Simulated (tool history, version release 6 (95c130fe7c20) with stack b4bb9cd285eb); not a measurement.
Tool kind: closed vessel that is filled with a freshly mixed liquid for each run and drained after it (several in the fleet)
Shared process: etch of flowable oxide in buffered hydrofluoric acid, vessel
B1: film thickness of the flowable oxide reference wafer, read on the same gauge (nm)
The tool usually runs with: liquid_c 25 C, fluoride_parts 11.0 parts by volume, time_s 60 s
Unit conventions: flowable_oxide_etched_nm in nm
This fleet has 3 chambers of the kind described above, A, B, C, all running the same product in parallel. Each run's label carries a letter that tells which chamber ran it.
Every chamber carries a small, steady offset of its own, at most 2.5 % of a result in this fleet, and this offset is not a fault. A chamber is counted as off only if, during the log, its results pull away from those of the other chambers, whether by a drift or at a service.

Run 1C, hour 9.6: usual settings; B1 59.996. Result: flowable_oxide_etched_nm 135.150 nm.
Run 2A, hour 25.3: usual settings; B1 60.003. Result: flowable_oxide_etched_nm 136.740 nm.
Run 3B, hour 32.4: usual settings; B1 60.015. Result: flowable_oxide_etched_nm 132.970 nm.
Run 4B, hour 43.2: usual settings; B1 59.994. Result: flowable_oxide_etched_nm 133.660 nm.
Run 5A, hour 51.5: usual settings; B1 60.014. Result: flowable_oxide_etched_nm 134.310 nm.
Run 6C, hour 63.5: usual settings; B1 59.993. Result: flowable_oxide_etched_nm 136.780 nm.
Run 7C, hour 72.1: usual settings; B1 59.992. Result: flowable_oxide_etched_nm 137.260 nm.
Run 8A, hour 79.2: usual settings but fluoride_parts 7.5 parts by volume; B1 59.987. Result: flowable_oxide_etched_nm 192.180 nm.
Run 9B, hour 92.9: usual settings but fluoride_parts 7.5 parts by volume; B1 60.005. Result: flowable_oxide_etched_nm 193.130 nm.
Run 10A, hour 107.3: usual settings but fluoride_parts 7.5 parts by volume; B1 60.016. Result: flowable_oxide_etched_nm 193.990 nm.
Run 11B, hour 119.1: usual settings; B1 60.001. Result: flowable_oxide_etched_nm 134.350 nm.
Run 12C, hour 133.5: usual settings; B1 60.015. Result: flowable_oxide_etched_nm 138.450 nm.
Run 13C, hour 141.0: usual settings; B1 59.981. Result: flowable_oxide_etched_nm 140.010 nm.
Run 14B, hour 151.8: usual settings; B1 60.019. Result: flowable_oxide_etched_nm 135.740 nm.
Run 15A, hour 160.2: usual settings; B1 60.021. Result: flowable_oxide_etched_nm 135.980 nm.
Run 16C, hour 171.3: usual settings but time_s 35 s; B1 59.994. Result: flowable_oxide_etched_nm 81.988 nm.
Run 17B, hour 182.0: usual settings but time_s 35 s; B1 60.048. Result: flowable_oxide_etched_nm 77.890 nm.
Run 18A, hour 197.8: usual settings but time_s 35 s; B1 59.982. Result: flowable_oxide_etched_nm 77.980 nm.
Run 19B, hour 205.5: usual settings but fluoride_parts 8.0 parts by volume; B1 59.957. Result: flowable_oxide_etched_nm 177.750 nm.
At hour 209.8: chamber A: hydrofluoric acid flow meter replaced.
Run 20A, hour 219.8: usual settings but fluoride_parts 8.0 parts by volume; B1 59.958. Result: flowable_oxide_etched_nm 180.580 nm.
Run 21C, hour 230.3: usual settings but fluoride_parts 8.0 parts by volume; B1 60.011. Result: flowable_oxide_etched_nm 190.440 nm.
Run 22C, hour 246.4: usual settings but fluoride_parts 7.5 parts by volume; B1 60.045. Result: flowable_oxide_etched_nm 205.830 nm.
Run 23A, hour 254.1: usual settings but fluoride_parts 7.5 parts by volume; B1 60.023. Result: flowable_oxide_etched_nm 192.880 nm.
Run 24B, hour 262.8: usual settings but fluoride_parts 7.5 parts by volume; B1 59.996. Result: flowable_oxide_etched_nm 193.000 nm.
Run 25C, hour 277.2: usual settings; B1 60.008. Result: flowable_oxide_etched_nm 145.650 nm.
Run 26A, hour 289.5: usual settings; B1 60.008. Result: flowable_oxide_etched_nm 135.370 nm.
Run 27B, hour 304.6: usual settings; B1 59.958. Result: flowable_oxide_etched_nm 135.500 nm.
Run 28B, hour 318.9: usual settings; B1 60.005. Result: flowable_oxide_etched_nm 134.520 nm.

All 3 chambers run these settings next. Forecast each chamber's results:
Run 29A, hour 330.5: usual settings. Result: flowable_oxide_etched_nm ?.
Run 29B, hour 330.5: usual settings. Result: flowable_oxide_etched_nm ?.
Run 29C, hour 330.5: usual settings. Result: flowable_oxide_etched_nm ?.

run  flowable_oxide_etched_nm
29A                   135.230
29B                   133.290
29C                   147.390

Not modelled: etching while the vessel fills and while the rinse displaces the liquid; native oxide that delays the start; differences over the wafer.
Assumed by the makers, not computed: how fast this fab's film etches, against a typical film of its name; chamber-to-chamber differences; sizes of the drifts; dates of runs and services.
